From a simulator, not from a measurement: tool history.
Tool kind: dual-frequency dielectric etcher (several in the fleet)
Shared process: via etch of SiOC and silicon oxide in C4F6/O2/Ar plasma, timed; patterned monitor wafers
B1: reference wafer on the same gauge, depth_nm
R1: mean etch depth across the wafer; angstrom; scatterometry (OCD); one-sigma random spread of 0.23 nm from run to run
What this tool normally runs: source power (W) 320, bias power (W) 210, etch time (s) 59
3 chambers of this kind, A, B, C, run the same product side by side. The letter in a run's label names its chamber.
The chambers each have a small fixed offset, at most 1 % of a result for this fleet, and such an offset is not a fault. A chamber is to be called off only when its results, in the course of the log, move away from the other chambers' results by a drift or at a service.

Run 1C, day 0.162: usual settings; B1 53.405. Result: R1 644.13 angstrom.
Run 2A, day 0.329: usual settings; B1 53.388. Result: R1 633.90 angstrom.
Run 3B, day 0.446: usual settings; B1 53.404. Result: R1 641.89 angstrom.
Run 4A, day 0.575: usual settings; B1 53.396. Result: R1 640.31 angstrom.
Run 5B, day 0.700: usual settings; B1 53.403. Result: R1 645.89 angstrom.
Run 6C, day 0.833: usual settings; B1 53.378. Result: R1 644.83 angstrom.
Run 7A, day 1.000: usual settings; B1 53.391. Result: R1 637.54 angstrom.
At day 1.058: chamber B: source power generator calibrated.
Run 8C, day 1.200: usual settings; B1 53.402. Result: R1 644.96 angstrom.
Run 9B, day 1.375: usual settings; B1 53.416. Result: R1 648.21 angstrom.
Run 10C, day 1.558: usual settings; B1 53.438. Result: R1 645.53 angstrom.
Run 11A, day 1.758: usual settings but source power (W) 270; B1 53.405. Result: R1 600.26 angstrom.
At day 1.875: chamber A: wet clean of the chamber.
Run 12B, day 1.925: usual settings but source power (W) 270; B1 53.379. Result: R1 605.47 angstrom.
Run 13B, day 2.079: usual settings but source power (W) 270; B1 53.399. Result: R1 604.65 angstrom.
Run 14A, day 2.171: usual settings; B1 53.422. Result: R1 660.77 angstrom.
Run 15C, day 2.329: usual settings; B1 53.367. Result: R1 647.30 angstrom.
Run 16B, day 2.467: usual settings but source power (W) 380; B1 53.362. Result: R1 690.53 angstrom.
Run 17C, day 2.562: usual settings but source power (W) 380; B1 53.369. Result: R1 690.85 angstrom.
Run 18A, day 2.717: usual settings but source power (W) 380; B1 53.382. Result: R1 706.13 angstrom.
Run 19A, day 2.854: usual settings; B1 53.431. Result: R1 661.23 angstrom.
Run 20C, day 3.058: usual settings; B1 53.381. Result: R1 649.98 angstrom.
Run 21B, day 3.212: usual settings but etch time (s) 74; B1 53.382. Result: R1 810.62 angstrom.

Is one chamber off against the others, does the gauge drift, or is nothing wrong? If a chamber is off, say which, and what the likeliest cause is.

A service on chamber A put it out of line with the rest.
Cause: etch rate over this chamber's usual, % = 3.4.

Below are 4 candidate recipes for chamber A's next run, each the usual settings with a change, their results shown as question marks. Which of them brings A's results back in line with what the other chambers give on the usual settings?
Maximum distance from the other chambers' mean on the usual settings for a result to count as in line: R1 8.00 angstrom
Run 22A-1, day 3.362: usual settings but bias power (W) 211, etch time (s) 60.0. Result: R1 ?.
Run 22A-2, day 3.362: usual settings but bias power (W) 209, etch time (s) 58.0. Result: R1 ?.
Run 22A-3, day 3.362: usual settings but etch time (s) 56.5. Result: R1 ?.
Run 22A-4, day 3.362: usual settings but etch time (s) 62.0. Result: R1 ?.

Average result of the remaining chambers running the usual settings: R1 646.27 angstrom
  run      R1
22A-1  672.71
22A-2  648.23
22A-3  632.47
22A-4  694.04
22A-2 puts the chamber back in line with the other chambers.
